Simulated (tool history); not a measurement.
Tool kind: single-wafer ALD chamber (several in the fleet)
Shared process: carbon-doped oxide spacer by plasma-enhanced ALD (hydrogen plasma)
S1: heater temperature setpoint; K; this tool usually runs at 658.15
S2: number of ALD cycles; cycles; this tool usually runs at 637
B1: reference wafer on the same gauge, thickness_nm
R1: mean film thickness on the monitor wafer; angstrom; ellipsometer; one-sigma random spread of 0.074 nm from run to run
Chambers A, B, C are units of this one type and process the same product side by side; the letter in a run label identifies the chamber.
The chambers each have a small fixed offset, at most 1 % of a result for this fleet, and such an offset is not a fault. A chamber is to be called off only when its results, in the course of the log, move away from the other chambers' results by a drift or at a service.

{"run": "1B", "day": 0.15, "S1": 658.15, "S2": 637, "B1": 34.812, "R1": 318.15}
{"run": "2A", "day": 0.288, "S1": 658.15, "S2": 637, "B1": 34.794, "R1": 317.34}
{"run": "3C", "day": 0.467, "S1": 658.15, "S2": 637, "B1": 34.814, "R1": 317.27}
{"run": "4C", "day": 0.6, "S1": 658.15, "S2": 637, "B1": 34.817, "R1": 315.7}
{"run": "5B", "day": 0.788, "S1": 658.15, "S2": 637, "B1": 34.803, "R1": 317.74}
{"run": "6A", "day": 0.912, "S1": 648.15, "S2": 736, "B1": 34.793, "R1": 365.86}
{"run": "7B", "day": 1.038, "S1": 648.15, "S2": 736, "B1": 34.814, "R1": 367.08}
{"run": "8C", "day": 1.142, "S1": 648.15, "S2": 736, "B1": 34.801, "R1": 364.27}
{"run": "9A", "day": 1.308, "S1": 658.15, "S2": 637, "B1": 34.794, "R1": 318.4}
{"run": "10C", "day": 1.433, "S1": 658.15, "S2": 637, "B1": 34.818, "R1": 316.54}
{"run": "11B", "day": 1.6, "S1": 658.15, "S2": 637, "B1": 34.802, "R1": 318.7}
{"run": "12A", "day": 1.808, "S1": 658.15, "S2": 637, "B1": 34.806, "R1": 317.52}
{"run": "13C", "day": 1.988, "S1": 658.15, "S2": 637, "B1": 34.779, "R1": 314.95}
{"run": "14A", "day": 2.162, "S1": 658.15, "S2": 637, "B1": 34.794, "R1": 317.34}
{"run": "15B", "day": 2.346, "S1": 658.15, "S2": 637, "B1": 34.797, "R1": 317.15}
{"run": "16C", "day": 2.525, "S1": 658.15, "S2": 637, "B1": 34.795, "R1": 316.18}
{"run": "17A", "day": 2.658, "S1": 658.15, "S2": 637, "B1": 34.811, "R1": 318.46}
{"run": "18B", "day": 2.783, "S1": 658.15, "S2": 516, "B1": 34.809, "R1": 257.04}
{"run": "19C", "day": 2.917, "S1": 658.15, "S2": 516, "B1": 34.799, "R1": 255.65}
{"run": "20A", "day": 3.058, "S1": 658.15, "S2": 516, "B1": 34.82, "R1": 258.08}
{"run": "21B", "day": 3.229, "S1": 658.15, "S2": 637, "B1": 34.8, "R1": 319.09}
{"run": "22A", "day": 3.329, "S1": 658.15, "S2": 637, "B1": 34.8, "R1": 318.47}
{"run": "23B", "day": 3.483, "S1": 658.15, "S2": 637, "B1": 34.779, "R1": 318.04}
{"run": "24C", "day": 3.658, "S1": 658.15, "S2": 637, "B1": 34.792, "R1": 315.97}
{"run": "25C", "day": 3.854, "S1": 658.15, "S2": 637, "B1": 34.813, "R1": 315.6}
{"run": "26B", "day": 4.05, "S1": 658.15, "S2": 637, "B1": 34.806, "R1": 317.79}
{"run": "27A", "day": 4.179, "S1": 658.15, "S2": 637, "B1": 34.81, "R1": 316.78}
{"run": "28C", "day": 4.288, "S1": 658.15, "S2": 637, "B1": 34.792, "R1": 314.76}
{"run": "29A", "day": 4.429, "S1": 658.15, "S2": 637, "B1": 34.782, "R1": 318.22}
{"run": "30B", "day": 4.538, "S1": 658.15, "S2": 637, "B1": 34.791, "R1": 318.61}
{"run": "31A", "day": 4.638, "S1": 658.15, "S2": 637, "B1": 34.811, "R1": 317.53}
{"run": "32B", "day": 4.758, "S1": 658.15, "S2": 637, "B1": 34.796, "R1": 318.9}
{"run": "33C", "day": 4.933, "S1": 658.15, "S2": 637, "B1": 34.807, "R1": 316.4}
{"run": "34A", "day": 5.092, "S1": 658.15, "S2": 637, "B1": 34.794, "R1": 318.42}
{"run": "35B", "day": 5.279, "S1": 658.15, "S2": 637, "B1": 34.801, "R1": 318.26}

Does one chamber stand apart from the rest, does the shared gauge drift, or is all well apart from small per-chamber offsets? Give the chamber and the most likely cause, where there is one.

Nothing is wrong: each chamber keeps only its own small, steady offset and the gauge holds still.
